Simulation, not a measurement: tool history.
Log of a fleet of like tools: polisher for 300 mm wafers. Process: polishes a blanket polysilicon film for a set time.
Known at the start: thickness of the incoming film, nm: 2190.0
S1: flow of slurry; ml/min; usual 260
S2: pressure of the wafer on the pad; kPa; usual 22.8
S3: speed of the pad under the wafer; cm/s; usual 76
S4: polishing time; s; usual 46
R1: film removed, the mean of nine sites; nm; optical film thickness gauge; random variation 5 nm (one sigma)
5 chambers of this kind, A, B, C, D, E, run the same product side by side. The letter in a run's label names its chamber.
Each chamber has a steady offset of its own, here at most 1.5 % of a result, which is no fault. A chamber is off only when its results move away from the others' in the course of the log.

{"run": "1A", "hour": 12.6, "S1": 260, "S2": 22.8, "S3": 76, "S4": 46, "R1": 365.84}
{"run": "2B", "hour": 26.8, "S1": 260, "S2": 22.8, "S3": 76, "S4": 46, "R1": 359.54}
{"hour": 26.9, "done": "chamber E: slurry nozzle cleaned"}
{"run": "3C", "hour": 41.1, "S1": 260, "S2": 22.8, "S3": 76, "S4": 46, "R1": 355.75}
{"hour": 46.9, "done": "chamber B: slurry nozzle cleaned"}
{"hour": 50.6, "done": "chamber E: worn pad replaced by a new one"}
{"run": "4D", "hour": 52.4, "S1": 260, "S2": 22.8, "S3": 76, "S4": 46, "R1": 357.98}
{"hour": 57.2, "done": "chamber C: worn pad replaced by a new one"}
{"hour": 64.0, "done": "chamber A: worn pad replaced by a new one"}
{"run": "5E", "hour": 64.2, "S1": 260, "S2": 22.8, "S3": 76, "S4": 46, "R1": 362.31}
{"hour": 68.3, "done": "chamber D: worn pad replaced by a new one"}
{"run": "6D", "hour": 79.0, "S1": 260, "S2": 22.8, "S3": 76, "S4": 46, "R1": 358.72}
{"run": "7E", "hour": 86.5, "S1": 260, "S2": 22.8, "S3": 76, "S4": 46, "R1": 367.35}
{"hour": 89.7, "done": "chamber B: worn pad replaced by a new one"}
{"run": "8C", "hour": 96.4, "S1": 260, "S2": 22.8, "S3": 76, "S4": 46, "R1": 353.91}
{"hour": 102.8, "done": "chamber C: head pressure recalibrated"}
{"run": "9B", "hour": 113.0, "S1": 260, "S2": 22.8, "S3": 76, "S4": 46, "R1": 364.85}
{"run": "10A", "hour": 122.1, "S1": 260, "S2": 22.8, "S3": 76, "S4": 46, "R1": 366.12}
{"run": "11B", "hour": 131.7, "S1": 260, "S2": 22.8, "S3": 76, "S4": 46, "R1": 364.3}
{"run": "12C", "hour": 147.0, "S1": 260, "S2": 22.8, "S3": 76, "S4": 46, "R1": 360.25}
{"hour": 151.5, "done": "chamber C: worn pad replaced by a new one"}
{"hour": 154.9, "done": "chamber C: slurry nozzle cleaned"}
{"hour": 155.5, "done": "chamber A: worn pad replaced by a new one"}
{"hour": 159.3, "done": "chamber E: worn pad replaced by a new one"}
{"run": "13E", "hour": 162.8, "S1": 260, "S2": 22.8, "S3": 76, "S4": 46, "R1": 364.15}
{"hour": 165.7, "done": "chamber D: worn pad replaced by a new one"}
{"run": "14D", "hour": 174.3, "S1": 260, "S2": 22.8, "S3": 76, "S4": 46, "R1": 363.58}
{"hour": 180.1, "done": "chamber B: worn pad replaced by a new one"}
{"run": "15A", "hour": 188.8, "S1": 260, "S2": 22.8, "S3": 76, "S4": 46, "R1": 361.89}
{"run": "16D", "hour": 196.6, "S1": 260, "S2": 22.8, "S3": 76, "S4": 46, "R1": 357.8}
{"run": "17E", "hour": 206.3, "S1": 260, "S2": 22.8, "S3": 76, "S4": 46, "R1": 368.32}
{"hour": 211.4, "done": "chamber A: slurry nozzle cleaned"}
{"run": "18C", "hour": 216.0, "S1": 260, "S2": 22.8, "S3": 76, "S4": 46, "R1": 358.92}
{"hour": 222.0, "done": "chamber D: slurry nozzle cleaned"}
{"run": "19A", "hour": 225.8, "S1": 260, "S2": 22.8, "S3": 76, "S4": 46, "R1": 357.38}
{"run": "20B", "hour": 235.1, "S1": 260, "S2": 22.8, "S3": 76, "S4": 46, "R1": 353.7}
{"hour": 248.8, "done": "chamber C: worn pad replaced by a new one"}
{"run": "21A", "hour": 250.9, "S1": 260, "S2": 22.8, "S3": 76, "S4": 46, "R1": 357.88}
{"hour": 254.1, "done": "chamber E: worn pad replaced by a new one"}
{"hour": 257.1, "done": "chamber A: worn pad replaced by a new one"}
{"run": "22C", "hour": 265.7, "S1": 260, "S2": 22.8, "S3": 76, "S4": 46, "R1": 356.3}
{"hour": 272.0, "done": "chamber D: worn pad replaced by a new one"}
{"run": "23D", "hour": 280.4, "S1": 260, "S2": 22.8, "S3": 76, "S4": 46, "R1": 369.24}
{"hour": 280.9, "done": "chamber B: worn pad replaced by a new one"}
{"run": "24B", "hour": 289.5, "S1": 260, "S2": 22.8, "S3": 76, "S4": 46, "R1": 359.45}
{"run": "25E", "hour": 302.5, "S1": 260, "S2": 22.8, "S3": 76, "S4": 46, "R1": 365.16}
{"run": "26D", "hour": 312.0, "S1": 260, "S2": 22.8, "S3": 76, "S4": 46, "R1": 367.58}
{"run": "27E", "hour": 323.0, "S1": 260, "S2": 22.8, "S3": 52, "S4": 46, "R1": 241.31}
{"run": "28A", "hour": 332.1, "S1": 260, "S2": 22.8, "S3": 52, "S4": 46, "R1": 248.98}
{"hour": 344.0, "done": "chamber C: worn pad replaced by a new one"}
{"run": "29B", "hour": 344.2, "S1": 260, "S2": 22.8, "S3": 52, "S4": 46, "R1": 249.82}
{"hour": 354.5, "done": "chamber E: worn pad replaced by a new one"}
{"run": "30C", "hour": 355.2, "S1": 260, "S2": 22.8, "S3": 52, "S4": 46, "R1": 240.07}
{"hour": 355.9, "done": "chamber A: worn pad replaced by a new one"}
{"hour": 357.0, "done": "chamber E: head pressure recalibrated"}
{"hour": 357.4, "done": "chamber D: worn pad replaced by a new one"}
{"run": "31E", "hour": 369.6, "S1": 260, "S2": 22.8, "S3": 52, "S4": 46, "R1": 247.4}
{"hour": 375.5, "done": "chamber B: worn pad replaced by a new one"}
{"run": "32C", "hour": 380.6, "S1": 260, "S2": 22.8, "S3": 76, "S4": 46, "R1": 362.97}
{"run": "33A", "hour": 389.1, "S1": 260, "S2": 22.8, "S3": 76, "S4": 46, "R1": 370.8}
{"run": "34B", "hour": 404.0, "S1": 260, "S2": 22.8, "S3": 76, "S4": 46, "R1": 375.34}
{"run": "35D", "hour": 415.5, "S1": 260, "S2": 22.8, "S3": 76, "S4": 46, "R1": 360.46}
{"hour": 419.3, "done": "chamber B: slurry nozzle cleaned"}
{"hour": 426.8, "done": "chamber D: head pressure recalibrated"}
{"run": "36C", "hour": 427.8, "S1": 260, "S2": 22.8, "S3": 76, "S4": 46, "R1": 352.7}
{"run": "37A", "hour": 439.6, "S1": 260, "S2": 22.8, "S3": 52, "S4": 57, "R1": 311.88}
{"hour": 444.5, "done": "chamber D: worn pad replaced by a new one"}
{"run": "38B", "hour": 454.9, "S1": 260, "S2": 22.8, "S3": 52, "S4": 57, "R1": 315.1}
{"hour": 459.0, "done": "chamber E: worn pad replaced by a new one"}
{"hour": 462.3, "done": "chamber A: worn pad replaced by a new one"}
{"run": "39E", "hour": 465.4, "S1": 260, "S2": 22.8, "S3": 52, "S4": 57, "R1": 310.91}
{"run": "40D", "hour": 474.5, "S1": 260, "S2": 22.8, "S3": 52, "S4": 57, "R1": 304.4}
{"hour": 487.7, "done": "chamber D: slurry nozzle cleaned"}
{"run": "41A", "hour": 490.3, "S1": 260, "S2": 22.8, "S3": 52, "S4": 57, "R1": 316.77}
{"run": "42D", "hour": 502.3, "S1": 260, "S2": 22.8, "S3": 76, "S4": 46, "R1": 361.15}

All 5 chambers run these settings next. Forecast each chamber's results:
{"run": "43A", "hour": 514.2, "S1": 260, "S2": 22.8, "S3": 76, "S4": 46, "R1": "?"}
{"run": "43B", "hour": 514.2, "S1": 260, "S2": 22.8, "S3": 76, "S4": 46, "R1": "?"}
{"run": "43C", "hour": 514.2, "S1": 260, "S2": 22.8, "S3": 76, "S4": 46, "R1": "?"}
{"run": "43D", "hour": 514.2, "S1": 260, "S2": 22.8, "S3": 76, "S4": 46, "R1": "?"}
{"run": "43E", "hour": 514.2, "S1": 260, "S2": 22.8, "S3": 76, "S4": 46, "R1": "?"}

run=43A R1=355.09
run=43B R1=352.55
run=43C R1=363.47
run=43D R1=352.89
run=43E R1=368.09
